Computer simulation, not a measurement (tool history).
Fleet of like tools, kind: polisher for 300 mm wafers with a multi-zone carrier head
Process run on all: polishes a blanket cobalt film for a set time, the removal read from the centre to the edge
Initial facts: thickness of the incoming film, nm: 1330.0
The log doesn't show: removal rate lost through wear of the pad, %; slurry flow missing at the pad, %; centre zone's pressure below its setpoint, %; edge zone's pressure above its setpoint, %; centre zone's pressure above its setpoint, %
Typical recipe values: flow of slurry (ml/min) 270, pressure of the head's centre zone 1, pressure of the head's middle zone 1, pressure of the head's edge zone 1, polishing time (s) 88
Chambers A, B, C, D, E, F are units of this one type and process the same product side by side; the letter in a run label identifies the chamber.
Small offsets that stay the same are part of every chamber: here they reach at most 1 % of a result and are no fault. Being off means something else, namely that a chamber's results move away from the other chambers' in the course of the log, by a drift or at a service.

run	day	flow of slurry (ml/min)	pressure of the head's centre zone	pressure of the head's middle zone	pressure of the head's edge zone	polishing time (s)	wafers polished on this pad	hours since the slurry nozzle was cleaned	hours since the centre zone pressure was calibrated	hours since the edge zone pressure was calibrated	film removed at the wafer's centre (nm)	film removed at mid-radius (nm)	film removed at the wafer's edge (nm)
# day 0.046: chamber D: worn pad replaced by a new one
1D	0.146	270	1	1	1	88	14	278.6	320.2	94.6	455.14	457.61	452.32
# day 0.188: chamber C: worn pad replaced by a new one
2B	0.362	270	1	1	1	88	423	397.2	207.8	592.8	456.58	464.98	460.06
# day 0.567: chamber F: slurry nozzle cleaned
3F	0.671	270	1	1	1	88	300	2.6	460.3	546.5	453.34	453.86	454.06
4E	0.962	270	1	1	1	88	470	154.2	310.3	150.1	453.67	453.9	457.17
5C	1.146	270	1	1	1	88	134	179.1	287.1	757.8	457.36	469.18	459.6
# day 1.229: chamber B: slurry nozzle cleaned
6A	1.312	270	1.05	1	1	88	309	268.9	449.2	685.4	484.28	456.52	449.93
7A	1.467	270	1.05	1	1	88	331	272.6	452.9	689.1	482.17	449.02	455.81
# day 1.529: chamber E: worn pad replaced by a new one
8E	1.712	270	1.05	1	1	88	26	172.2	328.3	168.1	478.47	459.54	453.67
9C	1.971	270	1.05	1	1	88	249	198.9	306.9	777.6	479.31	452.05	455.3
10D	2.279	270	1.05	1	1	88	313	329.8	371.4	145.8	474.63	458.1	452.38
11B	2.533	270	1.05	1	1	88	727	31.3	259.9	644.9	482.13	447.88	460.31
12F	2.721	270	1	1	1	88	587	51.8	509.5	595.7	449.81	461.66	445.35
13B	2.925	270	1	1	1	88	781	40.7	269.3	654.3	452.92	470.84	458.74
14A	3.096	270	0.91	1	1	69	559	311.7	492	728.2	321.8	352.73	349.85
# day 3.196: chamber C: edge zone pressure recalibrated
15C	3.329	270	0.91	1	1	69	440	231.5	339.5	3.2	324.19	359.04	355.98
16D	3.579	270	0.91	1	1	69	495	361	402.6	177	319.12	364.92	353.1
17F	3.729	270	0.91	1	1	69	728	76	533.7	619.9	314.59	343.66	345.25
# day 4: chamber A: slurry nozzle cleaned
18E	4.017	270	0.91	1	1	69	348	227.5	383.6	223.4	319.99	355.72	354.39
19B	4.329	270	0.91	1	1	69	978	74.4	303	688	324.12	350.2	361.55
20E	4.575	270	1	1	1	88	426	240.9	397	236.8	450.96	453.67	456.02
21C	4.717	270	1	1	1	88	634	264.8	372.8	36.5	455.4	458.79	458.61
22A	4.954	270	1	1	1	88	819	23	536.6	772.8	451.35	447.9	453.71
23D	5.146	270	1	1	0.96	88	714	398.6	440.2	214.6	457.26	448.03	443.23
24F	5.404	270	1	1	0.96	88	962	116.2	573.9	660.1	436.43	444.68	416.41
# day 5.542: chamber E: worn pad replaced by a new one
25B	5.721	270	1	1	0.96	88	1173	107.8	336.4	721.4	463.01	472.72	448.88
26C	6.029	270	1	1	0.96	88	818	296.3	404.3	68	455.7	467.28	444.64
# day 6.15: chamber A: worn pad replaced by a new one
27A	6.171	270	1	1	0.96	88	3	52.2	565.8	802	460.25	464.29	440.1
28E	6.362	270	1	1	0.96	88	115	283.8	439.9	279.7	450.86	451.9	441.4
# day 6.388: chamber B: worn pad replaced by a new one
# day 6.6: chamber B: centre zone pressure recalibrated
29F	6.604	270	1	1	1	88	1131	145	602.7	688.9	426.24	428.92	425.35
30D	6.867	270	1	1	1	88	955	439.9	481.5	255.9	455.57	462.71	445.79
31A	7.133	270	1	1	1	88	138	75.3	588.9	825.1	458.54	458.9	453.28
# day 7.279: chamber F: centre zone pressure recalibrated
32F	7.367	270	1	1	1	88	1237	163.3	2.1	707.2	427.46	434.34	426.06
33D	7.658	270	1	1	1	88	1066	458.9	500.5	274.9	453.71	450.97	455.72
34B	7.838	270	0.9	1	1	88	203	158.6	29.7	772.2	405.07	464.45	456.78
35E	7.979	270	0.9	1	1	88	341	322.6	478.7	318.5	404.58	455.44	450.43
36C	8.292	270	0.9	1	1	88	1134	350.6	458.6	122.3	399.85	459.12	455.7
37E	8.533	270	0.9	1	1	88	419	335.9	492	331.8	403.94	452.2	452.9
# day 8.808: chamber C: worn pad replaced by a new one
38C	8.85	270	0.9	1	1	88	6	364	472	135.7	399.8	462.08	455.08
39A	9.125	270	0.9	1	1	88	417	123.1	636.7	872.9	403.82	461.11	454.51
40B	9.325	270	1	1	1	88	411	194.3	65.4	807.9	453.48	457.9	461.34

Predict what each chamber gives when all 6 of them run the settings below next.
41A	9.558	270	1	0.91	1	88					?	?	?
41B	9.558	270	1	0.91	1	88					?	?	?
41C	9.558	270	1	0.91	1	88					?	?	?
41D	9.558	270	1	0.91	1	88					?	?	?
41E	9.558	270	1	0.91	1	88					?	?	?
41F	9.558	270	1	0.91	1	88					?	?	?

run	film removed at the wafer's centre (nm)	film removed at mid-radius (nm)	film removed at the wafer's edge (nm)
41A	449.9	413.87	453.94
41B	455.12	424.68	452.7
41C	457.31	423.05	455.26
41D	453.51	421.02	453.98
41E	450.97	421.35	451.68
41F	417.51	389.1	419.02
